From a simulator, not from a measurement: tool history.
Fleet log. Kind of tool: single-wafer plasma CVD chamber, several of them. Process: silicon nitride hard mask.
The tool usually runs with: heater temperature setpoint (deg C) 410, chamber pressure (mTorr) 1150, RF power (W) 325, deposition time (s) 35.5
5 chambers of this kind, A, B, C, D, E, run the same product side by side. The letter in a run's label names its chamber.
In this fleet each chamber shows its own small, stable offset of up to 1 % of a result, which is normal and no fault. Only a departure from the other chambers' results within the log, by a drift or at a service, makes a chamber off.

run     day  heater temperature setpoint (deg C)  chamber pressure (mTorr)  RF power (W)  deposition time (s)  read-back reference wafer on the same gauge, thickness_nm  mean film thickness on the monitor wafer (angstrom)
 1C   0.329                                  410                      1150           325                 35.5                                                     45.119                                                389.4
 2A   0.633                                  410                      1150           325                 35.5                                                     45.089                                               381.47
 3D   1.083                                  410                      1150           325                 35.5                                                     45.086                                               388.27
 4E    1.55                                  410                      1150           325                 35.5                                                     45.085                                               386.52
      1.783  -- chamber A: capacitance manometer re-zeroed and calibrated
 5B    1.95                                  410                      1150           325                 35.5                                                     45.068                                                387.5
 6C   2.246                                  410                      1150           325                 35.5                                                     45.082                                                389.5
 7E   2.512                                  410                      1150           325                 35.5                                                       45.1                                               390.37
 8D   3.042                                  410                      1150           325                 35.5                                                     45.088                                               386.13
 9A   3.292                                  410                      1150           325                 35.5                                                     45.082                                               383.85
10B   3.817                                  410                      1150           325                 35.5                                                     45.065                                               387.31
11B   4.196                                  410                      1150           325                 35.5                                                     45.093                                               386.86
12D   4.438                                  410                      1150           325                 35.5                                                     45.136                                               385.47
      4.483  -- chamber B: RF generator calibrated
13E   4.962                                  410                      1150           325                 35.5                                                     45.125                                               388.14
14A   5.208                                  410                      1150           325                 35.5                                                     45.086                                               383.61
15C   5.671                                  410                      1150           325                 35.5                                                     45.104                                               388.59
16A   6.138                                  424                      1150           385                 35.5                                                     45.112                                               424.17
17E   6.608                                  424                      1150           385                 35.5                                                     45.125                                                  429
18C   6.975                                  424                      1150           385                 35.5                                                     45.093                                               431.33
19D   7.267                                  424                      1150           385                 35.5                                                     45.088                                               429.41
20B   7.625                                  424                      1150           385                 35.5                                                     45.104                                               430.35
21A   7.946                                  410                      1150           325                 35.5                                                     45.124                                               385.33
22E   8.308                                  410                      1150           325                 35.5                                                     45.127                                               388.66
23D   8.546                                  410                       880           325                 32.2                                                     45.088                                               319.02
24B    8.85                                  410                       880           325                 32.2                                                     45.077                                               320.82
25C   9.183                                  410                       880           325                 32.2                                                     45.097                                               319.94
26E   9.433                                  410                       880           325                 32.2                                                     45.085                                               324.19
27C   9.812                                  410                       880           325                 32.2                                                     45.078                                               319.77
28D  10.175                                  410                      1150           325                 35.5                                                     45.121                                               385.43
29B  10.667                                  410                      1150           325                 35.5                                                     45.112                                                389.8
30A  11.083                                  410                      1150           325                 35.5                                                     45.097                                               382.66
31A   11.55                                  410                      1150           325                 35.5                                                     45.096                                                382.9
32C  11.871                                  410                      1150           325                 35.5                                                     45.114                                               391.47
33B  12.292                                  410                      1150           325                 35.5                                                     45.092                                               390.28
34D  12.658                                  415                      1150           325                 35.5                                                     45.102                                               387.58
35E  13.054                                  415                      1150           325                 35.5                                                     45.103                                                  390

Read the log: is a single chamber off, either drifting away or since a service, is the gauge that measures every chamber drifting, or is nothing wrong beyond small per-chamber offsets? Name any odd chamber and what most likely caused it.

The fleet is healthy, with each chamber sitting at its usual small offset and no drift in the gauge.
